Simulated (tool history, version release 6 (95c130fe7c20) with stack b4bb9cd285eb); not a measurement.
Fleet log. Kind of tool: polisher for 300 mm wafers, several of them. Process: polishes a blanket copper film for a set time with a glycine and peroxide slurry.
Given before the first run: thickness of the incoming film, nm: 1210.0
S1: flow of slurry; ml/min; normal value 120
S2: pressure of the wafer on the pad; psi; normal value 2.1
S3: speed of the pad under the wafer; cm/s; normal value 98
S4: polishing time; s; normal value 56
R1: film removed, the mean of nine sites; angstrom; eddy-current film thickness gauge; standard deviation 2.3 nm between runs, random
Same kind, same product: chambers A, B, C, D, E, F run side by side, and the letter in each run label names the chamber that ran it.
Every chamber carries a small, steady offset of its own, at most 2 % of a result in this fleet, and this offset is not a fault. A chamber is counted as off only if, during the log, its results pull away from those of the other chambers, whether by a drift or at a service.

| run | hour | S1 | S2 | S3 | S4 | R1 |
|---|---|---|---|---|---|---|
| 1A | 3.6 | 120 | 2.1 | 98 | 56 | 2290.5 |
| 2D | 7.3 | 120 | 2.1 | 98 | 56 | 2238.2 |
| 3B | 11.7 | 120 | 2.1 | 98 | 56 | 2245.6 |
| 4C | 15.5 | 120 | 2.1 | 98 | 56 | 2278.5 |
| 5F | 19.5 | 120 | 2.1 | 98 | 56 | 2240.8 |
| 6E | 24.9 | 120 | 2.1 | 98 | 56 | 2278.1 |
| 7C | 27.8 | 120 | 2.1 | 98 | 56 | 2249.6 |
| 8E | 33.3 | 150 | 2.1 | 98 | 56 | 2339.8 |
| 9D | 36.4 | 150 | 2.1 | 98 | 56 | 2335.4 |
| 10F | 41.7 | 150 | 2.1 | 98 | 56 | 2309.9 |
|  | 44.1 | chamber F: head pressure recalibrated |
|  | 44.5 | chamber F: worn pad replaced by a new one |
| 11A | 46.8 | 150 | 2.1 | 98 | 56 | 2284.8 |
|  | 47.4 | chamber D: worn pad replaced by a new one |
| 12B | 52.3 | 150 | 2.1 | 98 | 56 | 2318.9 |
| 13F | 55.1 | 150 | 2.1 | 98 | 56 | 2367.3 |
| 14C | 58.3 | 120 | 2.1 | 98 | 56 | 2244.9 |
| 15D | 63.8 | 120 | 2.1 | 98 | 56 | 2211.2 |
|  | 66.6 | chamber B: worn pad replaced by a new one |
| 16A | 67.2 | 120 | 2.1 | 98 | 56 | 2192.1 |
|  | 69.1 | chamber F: slurry nozzle cleaned |
| 17B | 70.4 | 120 | 2.1 | 98 | 56 | 2230 |
| 18E | 74.2 | 120 | 2.1 | 98 | 56 | 2240.1 |
| 19F | 77.7 | 120 | 2.1 | 98 | 56 | 2200.2 |
| 20D | 82.6 | 120 | 2.1 | 98 | 56 | 2275.1 |
| 21C | 87.5 | 120 | 2.1 | 98 | 56 | 2240 |
|  | 88.3 | chamber A: worn pad replaced by a new one |
|  | 91.8 | chamber E: worn pad replaced by a new one |
| 22E | 92.9 | 120 | 2.1 | 98 | 56 | 2240.9 |
| 23B | 96.9 | 120 | 2.1 | 98 | 56 | 2251.4 |
| 24A | 100.4 | 120 | 2.1 | 82 | 71 | 2373.1 |
| 25A | 103.6 | 120 | 2.1 | 82 | 71 | 2367.2 |
|  | 105.3 | chamber B: head pressure recalibrated |
|  | 106 | chamber D: slurry nozzle cleaned |
| 26B | 107.5 | 120 | 2.1 | 82 | 71 | 2452.9 |
| 27C | 110.6 | 120 | 2.1 | 82 | 71 | 2489 |
| 28D | 115.7 | 120 | 2.1 | 82 | 71 | 2549.7 |
|  | 116.2 | chamber D: worn pad replaced by a new one |
| 29F | 121.3 | 120 | 2.1 | 82 | 71 | 2467 |
|  | 123.3 | chamber C: worn pad replaced by a new one |
| 30E | 125.5 | 120 | 2.1 | 98 | 56 | 2269.5 |
| 31C | 130.4 | 105 | 2.1 | 82 | 56 | 1951.3 |
| 32E | 133.3 | 105 | 2.1 | 82 | 56 | 1867.1 |
| 33F | 136.9 | 105 | 2.1 | 82 | 56 | 1909.3 |
| 34A | 140.7 | 105 | 2.1 | 82 | 56 | 1707.7 |
| 35B | 143.2 | 105 | 2.1 | 82 | 56 | 1865.8 |
| 36D | 148.5 | 105 | 2.1 | 82 | 56 | 1918.3 |
| 37C | 152.6 | 120 | 2.1 | 98 | 56 | 2282 |
| 38F | 155.9 | 120 | 2.1 | 98 | 56 | 2225.6 |
| 39E | 160.6 | 120 | 2.1 | 98 | 56 | 2284.5 |
| 40B | 163.6 | 120 | 2.1 | 98 | 56 | 2274.1 |

All chambers now run identical settings, listed one chamber a line with results as question marks. What results will each chamber show?
| 41A | 167.7 | 120 | 2.1 | 98 | 56 | ? |
| 41B | 167.7 | 120 | 2.1 | 98 | 56 | ? |
| 41C | 167.7 | 120 | 2.1 | 98 | 56 | ? |
| 41D | 167.7 | 120 | 2.1 | 98 | 56 | ? |
| 41E | 167.7 | 120 | 2.1 | 98 | 56 | ? |
| 41F | 167.7 | 120 | 2.1 | 98 | 56 | ? |

| run | R1 |
|---|---|
| 41A | 2007.4 |
| 41B | 2199.7 |
| 41C | 2279.1 |
| 41D | 2253.5 |
| 41E | 2211.2 |
| 41F | 2257.6 |

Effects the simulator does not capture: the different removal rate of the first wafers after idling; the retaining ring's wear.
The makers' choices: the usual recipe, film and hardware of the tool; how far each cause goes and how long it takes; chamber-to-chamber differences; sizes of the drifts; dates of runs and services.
